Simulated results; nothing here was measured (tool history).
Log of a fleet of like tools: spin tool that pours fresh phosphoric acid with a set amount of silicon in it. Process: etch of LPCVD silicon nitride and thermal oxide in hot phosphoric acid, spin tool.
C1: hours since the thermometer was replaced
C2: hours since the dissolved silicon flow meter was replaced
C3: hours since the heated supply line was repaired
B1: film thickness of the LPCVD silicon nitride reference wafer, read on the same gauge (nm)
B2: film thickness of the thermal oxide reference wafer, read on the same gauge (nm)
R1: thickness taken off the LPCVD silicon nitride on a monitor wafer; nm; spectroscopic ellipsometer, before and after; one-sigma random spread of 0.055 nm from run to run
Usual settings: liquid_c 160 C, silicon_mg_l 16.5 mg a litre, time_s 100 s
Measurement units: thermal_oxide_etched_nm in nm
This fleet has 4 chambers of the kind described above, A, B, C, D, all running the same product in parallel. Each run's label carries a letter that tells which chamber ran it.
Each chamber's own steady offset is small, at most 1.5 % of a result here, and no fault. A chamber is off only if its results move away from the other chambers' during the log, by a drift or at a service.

Run 1A, day 0.588: usual settings; C1 1951.3; C2 49; C3 388.8; B1 59.977; B2 50.009. Result: R1 8.8268 nm, thermal_oxide_etched_nm 0.23738 nm.
Run 2B, day 1.054: usual settings; C1 154.7; C2 762.6; C3 642.8; B1 60.019; B2 49.971. Result: R1 8.9475 nm, thermal_oxide_etched_nm 0.13456 nm.
Run 3C, day 1.7: usual settings; C1 1270.5; C2 448.1; C3 510.9; B1 59.98; B2 49.978. Result: R1 8.8714 nm, thermal_oxide_etched_nm 0.1848 nm.
Run 4D, day 2.242: usual settings; C1 2584.1; C2 365.8; C3 1562.3; B1 60.016; B2 49.999. Result: R1 8.8759 nm, thermal_oxide_etched_nm 0.17593 nm.
Run 5B, day 2.721: usual settings; C1 194.7; C2 802.6; C3 682.8; B1 59.983; B2 49.998. Result: R1 8.9568 nm, thermal_oxide_etched_nm 0.20404 nm.
Run 6A, day 3.162: usual settings; C1 2013.1; C2 110.8; C3 450.6; B1 59.995; B2 49.975. Result: R1 8.8834 nm, thermal_oxide_etched_nm 0.21755 nm.
Run 7D, day 3.5: usual settings; C1 2614.3; C2 396; C3 1592.5; B1 59.987; B2 50. Result: R1 8.823 nm, thermal_oxide_etched_nm 0.17643 nm.
Run 8C, day 3.933: usual settings but liquid_c 163 C, silicon_mg_l 10 mg a litre; C1 1324.1; C2 501.7; C3 564.5; B1 60.035; B2 49.986. Result: R1 9.8314 nm, thermal_oxide_etched_nm 0.26313 nm.
At day 4.412: chamber D: thermometer replaced.
Run 9B, day 4.454: usual settings but liquid_c 163 C, silicon_mg_l 10 mg a litre; C1 236.3; C2 844.2; C3 724.4; B1 60.005; B2 49.986. Result: R1 9.9667 nm, thermal_oxide_etched_nm 0.25238 nm.
Run 10C, day 4.946: usual settings but liquid_c 163 C, silicon_mg_l 10 mg a litre; C1 1348.4; C2 526; C3 588.8; B1 60.037; B2 50.004. Result: R1 9.8668 nm, thermal_oxide_etched_nm 0.28678 nm.
Run 11A, day 5.588: usual settings but liquid_c 163 C, silicon_mg_l 10 mg a litre; C1 2071.3; C2 169; C3 508.8; B1 60.015; B2 49.99. Result: R1 9.7983 nm, thermal_oxide_etched_nm 0.35049 nm.
Run 12D, day 5.879: usual settings; C1 35.3; C2 453.1; C3 1649.6; B1 60.007; B2 49.994. Result: R1 8.8419 nm, thermal_oxide_etched_nm 0.2611 nm.
Run 13D, day 6.288: usual settings; C1 45.1; C2 462.9; C3 1659.4; B1 59.988; B2 50.008. Result: R1 8.9391 nm, thermal_oxide_etched_nm 0.20613 nm.
Run 14B, day 6.929: usual settings; C1 295.7; C2 903.6; C3 783.8; B1 60.016; B2 49.994. Result: R1 8.9053 nm, thermal_oxide_etched_nm 0.1721 nm.
Run 15C, day 7.6: usual settings; C1 1412.1; C2 589.7; C3 652.5; B1 60.02; B2 50. Result: R1 8.8518 nm, thermal_oxide_etched_nm 0.12236 nm.
Run 16A, day 7.954: usual settings but silicon_mg_l 26 mg a litre, time_s 65 s; C1 2128.1; C2 225.8; C3 565.6; B1 59.994; B2 49.994. Result: R1 5.7876 nm, thermal_oxide_etched_nm 0.13401 nm.
Run 17B, day 8.279: usual settings but silicon_mg_l 26 mg a litre, time_s 65 s; C1 328.1; C2 936; C3 816.2; B1 60.018; B2 49.976. Result: R1 5.8384 nm, thermal_oxide_etched_nm 0.079364 nm.
Run 18A, day 8.867: usual settings but silicon_mg_l 26 mg a litre, time_s 65 s; C1 2150; C2 247.7; C3 587.5; B1 60.014; B2 50.004. Result: R1 5.7757 nm, thermal_oxide_etched_nm 0.077962 nm.
Run 19C, day 9.467: usual settings but silicon_mg_l 26 mg a litre, time_s 65 s; C1 1456.9; C2 634.5; C3 697.3; B1 60.011; B2 50.008. Result: R1 5.8133 nm, thermal_oxide_etched_nm 0.088151 nm.
Run 20D, day 10.042: usual settings; C1 135.2; C2 553; C3 1749.5; B1 59.994; B2 50.024. Result: R1 8.8819 nm, thermal_oxide_etched_nm 0.17898 nm.
At day 10.188: chamber D: heated supply line repaired.
Run 21B, day 10.65: usual settings; C1 385; C2 992.9; C3 873.1; B1 60.024; B2 49.971. Result: R1 8.9841 nm, thermal_oxide_etched_nm 0.15749 nm.
Run 22A, day 11: usual settings; C1 2201.2; C2 298.9; C3 638.7; B1 59.984; B2 49.985. Result: R1 8.8562 nm, thermal_oxide_etched_nm 0.14144 nm.
Run 23D, day 11.592: usual settings; C1 172.4; C2 590.2; C3 33.7; B1 60.014; B2 49.972. Result: R1 8.8221 nm, thermal_oxide_etched_nm 0.2276 nm.
Run 24C, day 11.879: usual settings; C1 1514.8; C2 692.4; C3 755.2; B1 60.009; B2 50.01. Result: R1 8.9207 nm, thermal_oxide_etched_nm 0.12042 nm.
At day 12.217: chamber A: heated supply line repaired.
Run 25B, day 12.408: usual settings; C1 427.2; C2 1035.1; C3 915.3; B1 60.03; B2 50.01. Result: R1 8.8749 nm, thermal_oxide_etched_nm 0.21828 nm.
Run 26D, day 12.704: usual settings but liquid_c 158.5 C; C1 199.1; C2 616.9; C3 60.4; B1 60.022; B2 49.978. Result: R1 8.3795 nm, thermal_oxide_etched_nm 0.16623 nm.
Run 27A, day 13.038: usual settings but liquid_c 158.5 C; C1 2250.1; C2 347.8; C3 19.7; B1 60.019; B2 49.999. Result: R1 8.4497 nm, thermal_oxide_etched_nm 0.097034 nm.
Run 28C, day 13.6: usual settings but liquid_c 158.5 C; C1 1556.1; C2 733.7; C3 796.5; B1 60.006; B2 50.022. Result: R1 8.4978 nm, thermal_oxide_etched_nm 0.16186 nm.
At day 13.671: chamber A: thermometer replaced.
Run 29D, day 14.262: usual settings but liquid_c 158.5 C; C1 236.5; C2 654.3; C3 97.8; B1 59.971; B2 50.005. Result: R1 8.4035 nm, thermal_oxide_etched_nm 0.15407 nm.
Run 30C, day 14.729: usual settings; C1 1583.2; C2 760.8; C3 823.6; B1 59.991; B2 49.991. Result: R1 8.8912 nm, thermal_oxide_etched_nm 0.14709 nm.
Run 31B, day 15.067: usual settings but silicon_mg_l 23 mg a litre, time_s 125 s; C1 491; C2 1098.9; C3 979.1; B1 60.018; B2 49.983. Result: R1 11.117 nm, thermal_oxide_etched_nm 0.17162 nm.
Run 32A, day 15.612: usual settings but silicon_mg_l 23 mg a litre, time_s 125 s; C1 46.7; C2 409.6; C3 81.5; B1 59.998; B2 50.002. Result: R1 11.141 nm, thermal_oxide_etched_nm 0.20391 nm.
Run 33A, day 15.979: usual settings but silicon_mg_l 23 mg a litre, time_s 125 s; C1 55.5; C2 418.4; C3 90.3; B1 59.998; B2 49.998. Result: R1 11.047 nm, thermal_oxide_etched_nm 0.1749 nm.
Run 34B, day 16.583: usual settings but silicon_mg_l 23 mg a litre, time_s 125 s; C1 527.4; C2 1135.3; C3 1015.5; B1 60.021; B2 50.02. Result: R1 11.228 nm, thermal_oxide_etched_nm 0.21502 nm.
Run 35D, day 17.217: usual settings; C1 307.4; C2 725.2; C3 168.7; B1 60.027; B2 50.014. Result: R1 8.8508 nm, thermal_oxide_etched_nm 0.17877 nm.
Run 36C, day 17.721: usual settings; C1 1655; C2 832.6; C3 895.4; B1 60.012; B2 50.024. Result: R1 8.8242 nm, thermal_oxide_etched_nm 0.18287 nm.
Run 37C, day 18.371: usual settings; C1 1670.6; C2 848.2; C3 911; B1 60.001; B2 50.03. Result: R1 8.8665 nm, thermal_oxide_etched_nm 0.16852 nm.
Run 38A, day 18.696: usual settings; C1 120.7; C2 483.6; C3 155.5; B1 59.994; B2 49.999. Result: R1 8.9783 nm, thermal_oxide_etched_nm 0.23553 nm.

All chambers now run identical settings, listed one chamber a line with results as question marks. What results will each chamber show?
Run 39A, day 19.175: usual settings but silicon_mg_l 10 mg a litre. Result: R1 ?, thermal_oxide_etched_nm ?.
Run 39B, day 19.175: usual settings but silicon_mg_l 10 mg a litre. Result: R1 ?, thermal_oxide_etched_nm ?.
Run 39C, day 19.175: usual settings but silicon_mg_l 10 mg a litre. Result: R1 ?, thermal_oxide_etched_nm ?.
Run 39D, day 19.175: usual settings but silicon_mg_l 10 mg a litre. Result: R1 ?, thermal_oxide_etched_nm ?.

run      R1  thermal_oxide_etched_nm
39A  8.8399                  0.24323
39B  8.9166                  0.16253
39C  8.9563                  0.30002
39D   8.899                  0.16482

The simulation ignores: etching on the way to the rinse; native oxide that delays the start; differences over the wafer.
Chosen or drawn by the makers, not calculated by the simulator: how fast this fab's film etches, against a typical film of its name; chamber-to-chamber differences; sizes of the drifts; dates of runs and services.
